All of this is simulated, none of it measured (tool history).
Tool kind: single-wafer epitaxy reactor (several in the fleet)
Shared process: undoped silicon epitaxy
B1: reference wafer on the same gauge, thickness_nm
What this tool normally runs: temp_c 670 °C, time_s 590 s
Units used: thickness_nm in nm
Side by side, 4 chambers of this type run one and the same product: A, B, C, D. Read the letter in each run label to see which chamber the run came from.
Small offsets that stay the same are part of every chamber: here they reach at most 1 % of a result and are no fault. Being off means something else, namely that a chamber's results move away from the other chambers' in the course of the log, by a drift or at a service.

run 1B hour=5.8 | temp_c=670 time_s=590 | B1=136.03 | thickness_nm=150.76
run 2A hour=14.4 | temp_c=670 time_s=590 | B1=136.11 | thickness_nm=152.26
run 3C hour=21.6 | temp_c=670 time_s=590 | B1=136.00 | thickness_nm=151.67
run 4D hour=29.5 | temp_c=670 time_s=590 | B1=135.93 | thickness_nm=152.01
run 5B hour=37.6 | temp_c=670 time_s=590 | B1=135.92 | thickness_nm=150.57
run 6A hour=46.2 | temp_c=670 time_s=590 | B1=136.12 | thickness_nm=151.78
run 7D hour=54.0 | temp_c=670 time_s=590 | B1=135.91 | thickness_nm=150.02
run 8C hour=59.3 | temp_c=670 time_s=590 | B1=135.93 | thickness_nm=151.73
run 9C hour=64.4 | temp_c=670 time_s=590 | B1=136.05 | thickness_nm=151.33
run 10B hour=70.4 | temp_c=670 time_s=590 | B1=135.98 | thickness_nm=151.64
run 11A hour=75.6 | temp_c=670 time_s=590 | B1=135.93 | thickness_nm=152.98
run 12D hour=81.1 | temp_c=670 time_s=590 | B1=136.04 | thickness_nm=150.71
run 13D hour=87.6 | temp_c=670 time_s=631 | B1=135.97 | thickness_nm=162.49
run 14C hour=96.3 | temp_c=670 time_s=631 | B1=135.99 | thickness_nm=161.68
run 15B hour=102.5 | temp_c=670 time_s=631 | B1=136.06 | thickness_nm=162.03
run 16A hour=106.8 | temp_c=670 time_s=631 | B1=136.04 | thickness_nm=164.15
run 17D hour=115.4 | temp_c=680 time_s=590 | B1=135.96 | thickness_nm=186.25
run 18B hour=123.0 | temp_c=680 time_s=590 | B1=136.00 | thickness_nm=184.26
run 19A hour=132.2 | temp_c=680 time_s=590 | B1=135.97 | thickness_nm=186.59
run 20C hour=138.8 | temp_c=680 time_s=590 | B1=135.98 | thickness_nm=186.82
run 21C hour=147.1 | temp_c=670 time_s=590 | B1=135.88 | thickness_nm=152.92
run 22D hour=153.9 | temp_c=670 time_s=590 | B1=136.09 | thickness_nm=150.44
run 23B hour=159.0 | temp_c=670 time_s=590 | B1=135.92 | thickness_nm=150.80
run 24A hour=167.7 | temp_c=670 time_s=590 | B1=136.13 | thickness_nm=153.34
run 25B hour=175.8 | temp_c=670 time_s=590 | B1=136.07 | thickness_nm=152.72
run 26A hour=180.5 | temp_c=670 time_s=590 | B1=136.00 | thickness_nm=152.50
run 27D hour=185.1 | temp_c=670 time_s=653 | B1=135.95 | thickness_nm=166.64
run 28C hour=193.6 | temp_c=670 time_s=653 | B1=136.16 | thickness_nm=166.53
run 29D hour=198.4 | temp_c=670 time_s=653 | B1=135.94 | thickness_nm=168.20
run 30C hour=202.9 | temp_c=670 time_s=653 | B1=136.14 | thickness_nm=167.93
run 31B hour=208.7 | temp_c=670 time_s=590 | B1=135.98 | thickness_nm=150.50
run 32A hour=214.2 | temp_c=670 time_s=590 | B1=135.89 | thickness_nm=152.10
run 33A hour=219.0 | temp_c=670 time_s=590 | B1=135.96 | thickness_nm=151.71
run 34C hour=224.8 | temp_c=670 time_s=590 | B1=136.01 | thickness_nm=151.62
run 35B hour=233.7 | temp_c=655 time_s=550 | B1=136.11 | thickness_nm=102.52
run 36D hour=240.4 | temp_c=655 time_s=550 | B1=136.02 | thickness_nm=102.58
run 37D hour=245.8 | temp_c=655 time_s=550 | B1=136.08 | thickness_nm=101.95
run 38B hour=254.1 | temp_c=655 time_s=550 | B1=135.94 | thickness_nm=103.12
run 39C hour=261.0 | temp_c=670 time_s=590 | B1=136.03 | thickness_nm=151.23
run 40A hour=268.4 | temp_c=670 time_s=590 | B1=136.12 | thickness_nm=152.56
run 41A hour=277.4 | temp_c=670 time_s=590 | B1=136.13 | thickness_nm=151.96

Next, all 4 chambers run the settings below, one line each with question marks for the results. What does each chamber give?
run 42A hour=284.2 | temp_c=670 time_s=590 | thickness_nm=?
run 42B hour=284.2 | temp_c=670 time_s=590 | thickness_nm=?
run 42C hour=284.2 | temp_c=670 time_s=590 | thickness_nm=?
run 42D hour=284.2 | temp_c=670 time_s=590 | thickness_nm=?

run=42A thickness_nm=152.61
run=42B thickness_nm=152.50
run=42C thickness_nm=151.46
run=42D thickness_nm=149.71
